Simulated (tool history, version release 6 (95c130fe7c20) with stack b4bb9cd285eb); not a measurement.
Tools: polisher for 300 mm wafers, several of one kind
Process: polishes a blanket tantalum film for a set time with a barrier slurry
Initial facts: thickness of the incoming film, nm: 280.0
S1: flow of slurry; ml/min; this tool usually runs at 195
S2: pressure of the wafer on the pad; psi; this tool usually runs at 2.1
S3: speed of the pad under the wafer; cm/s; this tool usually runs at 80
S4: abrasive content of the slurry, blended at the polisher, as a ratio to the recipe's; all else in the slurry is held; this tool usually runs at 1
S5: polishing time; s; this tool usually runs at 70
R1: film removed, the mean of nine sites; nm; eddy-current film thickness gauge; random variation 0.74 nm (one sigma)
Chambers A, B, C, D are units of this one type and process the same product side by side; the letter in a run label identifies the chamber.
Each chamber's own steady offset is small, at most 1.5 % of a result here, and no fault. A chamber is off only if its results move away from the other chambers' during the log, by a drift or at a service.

Run 1D, hour 5.6: usual settings. Result: R1 100.58 nm.
Run 2B, hour 11.6: usual settings. Result: R1 101.57 nm.
Run 3A, hour 17.2: usual settings. Result: R1 100.63 nm.
Run 4C, hour 20.8: usual settings. Result: R1 100.61 nm.
At hour 27.1: chamber D: worn pad replaced by a new one.
Run 5D, hour 29.1: usual settings. Result: R1 101.34 nm.
Run 6B, hour 33.9: usual settings. Result: R1 101.23 nm.
Run 7C, hour 38.6: usual settings. Result: R1 100.88 nm.
Run 8A, hour 43.2: usual settings. Result: R1 101.24 nm.
Run 9C, hour 50.6: usual settings. Result: R1 100.38 nm.
Run 10B, hour 55.8: usual settings but S2 2.7 psi, S4 1.1. Result: R1 132.39 nm.
At hour 57.2: chamber A: head pressure recalibrated.
At hour 58: chamber A: slurry blender recalibrated.
At hour 58.6: chamber D: slurry blender recalibrated.
Run 11A, hour 62.8: usual settings but S2 2.7 psi, S4 1.1. Result: R1 142.9 nm.
Run 12D, hour 70.7: usual settings but S2 2.7 psi, S4 1.1. Result: R1 133.17 nm.
At hour 75.5: chamber C: slurry nozzle cleaned.
At hour 76: chamber B: worn pad replaced by a new one.
Run 13A, hour 77.5: usual settings but S2 2.7 psi, S4 1.1. Result: R1 142.82 nm.
Run 14C, hour 84.2: usual settings. Result: R1 100.69 nm.
Run 15B, hour 89.6: usual settings. Result: R1 101.33 nm.
Run 16D, hour 93.5: usual settings. Result: R1 101.75 nm.
Run 17D, hour 100.7: usual settings. Result: R1 101.68 nm.
Run 18C, hour 109.1: usual settings. Result: R1 100.71 nm.
Run 19A, hour 113.7: usual settings. Result: R1 108.41 nm.
Run 20B, hour 121: usual settings. Result: R1 99.79 nm.
Run 21B, hour 126: usual settings. Result: R1 101.28 nm.
Run 22D, hour 131.2: usual settings. Result: R1 101.24 nm.
Run 23C, hour 138.4: usual settings but S1 230 ml/min, S2 1.6 psi. Result: R1 78.734 nm.
Run 24A, hour 142.2: usual settings but S1 230 ml/min, S2 1.6 psi. Result: R1 83.23 nm.
Run 25C, hour 149.7: usual settings but S1 230 ml/min, S2 1.6 psi. Result: R1 77.942 nm.
Run 26D, hour 154.7: usual settings but S1 230 ml/min, S2 1.6 psi. Result: R1 79.283 nm.

Does one chamber stand apart from the rest, does the shared gauge drift, or is all well apart from small per-chamber offsets? Give the chamber and the most likely cause, where there is one.

A service left chamber A off against the others.
Likeliest cause: head's pressure above its setpoint, % = 6.38.

Here are 4 candidates for chamber A's next run, each the usual settings with a change, their results left as question marks. Which one brings its results back in line with what the others give on the usual settings?
In line here means within this much of the mean the other chambers give on the usual settings: R1 2.6 nm
Run 27A-1, hour 160.7: usual settings but S3 86 cm/s. Result: R1 ?.
Run 27A-2, hour 160.7: usual settings but S2 2 psi, S3 78 cm/s, S5 68 s. Result: R1 ?.
Run 27A-3, hour 160.7: usual settings but S3 90 cm/s. Result: R1 ?.
Run 27A-4, hour 160.7: usual settings but S4 0.8. Result: R1 ?.

Other chambers, usual settings, mean: R1 100.72 nm
  run      R1
27A-1  115.53
27A-2  96.788
27A-3  120.95
27A-4  100.08
The answer is 27A-4, which returns the chamber to within the allowed miss of the others.
